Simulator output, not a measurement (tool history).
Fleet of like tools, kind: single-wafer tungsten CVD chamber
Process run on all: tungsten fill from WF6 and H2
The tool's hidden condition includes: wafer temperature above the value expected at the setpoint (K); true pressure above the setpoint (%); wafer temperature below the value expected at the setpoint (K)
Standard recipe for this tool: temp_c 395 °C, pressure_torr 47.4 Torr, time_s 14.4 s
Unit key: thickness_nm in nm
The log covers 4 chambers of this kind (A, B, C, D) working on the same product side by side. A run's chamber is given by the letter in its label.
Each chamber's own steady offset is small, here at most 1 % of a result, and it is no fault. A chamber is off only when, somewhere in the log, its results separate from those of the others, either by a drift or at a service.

run,hour,temp_c,pressure_torr,time_s,hours since the last thermocouple change,hours since the last manometer calibration,"read-back reference wafer on the same gauge, thickness_nm",thickness_nm
1A,8.4,395,47.4,14.4,64.9,280.1,51.117,46.757
2B,23.7,395,47.4,14.4,1055.5,1306.2,51.109,46.804
3D,32.9,395,47.4,14.4,957.0,1442.3,51.096,47.321
4C,40.7,395,47.4,14.4,2038.0,1014.7,51.084,46.799
5A,48.4,395,47.4,14.4,104.9,320.1,51.091,46.707
# hour 57.0: chamber D: thermocouple changed; heater temperature recalibrated
6D,61.5,395,47.4,14.4,4.5,1470.9,51.063,46.929
# hour 64.4: chamber C: thermocouple changed; heater temperature recalibrated
# hour 67.3: chamber B: thermocouple changed; heater temperature recalibrated
7C,76.5,384,47.4,14.4,12.2,1050.5,51.066,38.207
8B,88.7,384,47.4,14.4,21.5,1371.2,51.105,38.034
9C,101.4,384,47.4,14.4,37.1,1075.4,51.101,37.946
10A,112.3,384,47.4,14.4,168.8,384.0,51.097,37.987
11D,121.6,395,47.4,14.4,64.6,1531.0,51.085,46.874
12B,135.1,395,47.4,14.4,67.9,1417.6,51.125,46.890
13D,150.6,395,47.4,14.4,93.6,1560.0,51.124,46.914
14A,162.7,395,47.4,14.4,219.2,434.4,51.132,46.843
15B,177.0,395,47.4,14.4,109.8,1459.5,51.027,46.655
16C,189.2,381,47.4,14.4,124.9,1163.2,51.132,35.867
17B,200.8,381,47.4,14.4,133.6,1483.3,51.095,35.767
18A,211.2,381,47.4,14.4,267.7,482.9,51.091,35.970
19C,220.5,381,47.4,14.4,156.2,1194.5,51.038,36.069
20D,235.7,395,47.4,16.5,178.7,1645.1,51.131,53.830
21D,247.2,395,47.4,16.5,190.2,1656.6,51.098,53.857
22A,257.1,395,47.4,16.5,313.6,528.8,51.047,53.848
23C,272.0,395,47.4,16.5,207.7,1246.0,51.089,53.602
24B,288.2,395,55.8,16.9,221.0,1570.7,51.063,59.150
25D,297.0,395,55.8,16.9,240.0,1706.4,51.121,60.097
26A,311.1,395,55.8,16.9,367.6,582.8,51.066,59.094
27B,322.7,395,55.8,16.9,255.5,1605.2,51.066,59.376
28C,331.5,395,47.4,14.4,267.2,1305.5,51.122,47.133
29B,346.5,395,38.3,14.4,279.3,1629.0,51.126,42.188
30A,360.2,395,38.3,14.4,416.7,631.9,51.125,42.551
31D,376.2,395,38.3,14.4,319.2,1785.6,51.089,42.499
32C,386.7,395,38.3,14.4,322.4,1360.7,51.107,42.607
33A,396.6,382,47.4,14.4,453.1,668.3,51.133,36.594
34B,407.9,382,47.4,14.4,340.7,1690.4,51.087,36.549

Decide between three cases: one chamber stands off from its peers, the gauge reading all wafers drifts, or nothing is wrong past each chamber's small offset. Where a chamber is off, say which and what most likely put it there.

Neither any chamber nor the gauge drifts; the chambers differ only by their own small, steady offsets.

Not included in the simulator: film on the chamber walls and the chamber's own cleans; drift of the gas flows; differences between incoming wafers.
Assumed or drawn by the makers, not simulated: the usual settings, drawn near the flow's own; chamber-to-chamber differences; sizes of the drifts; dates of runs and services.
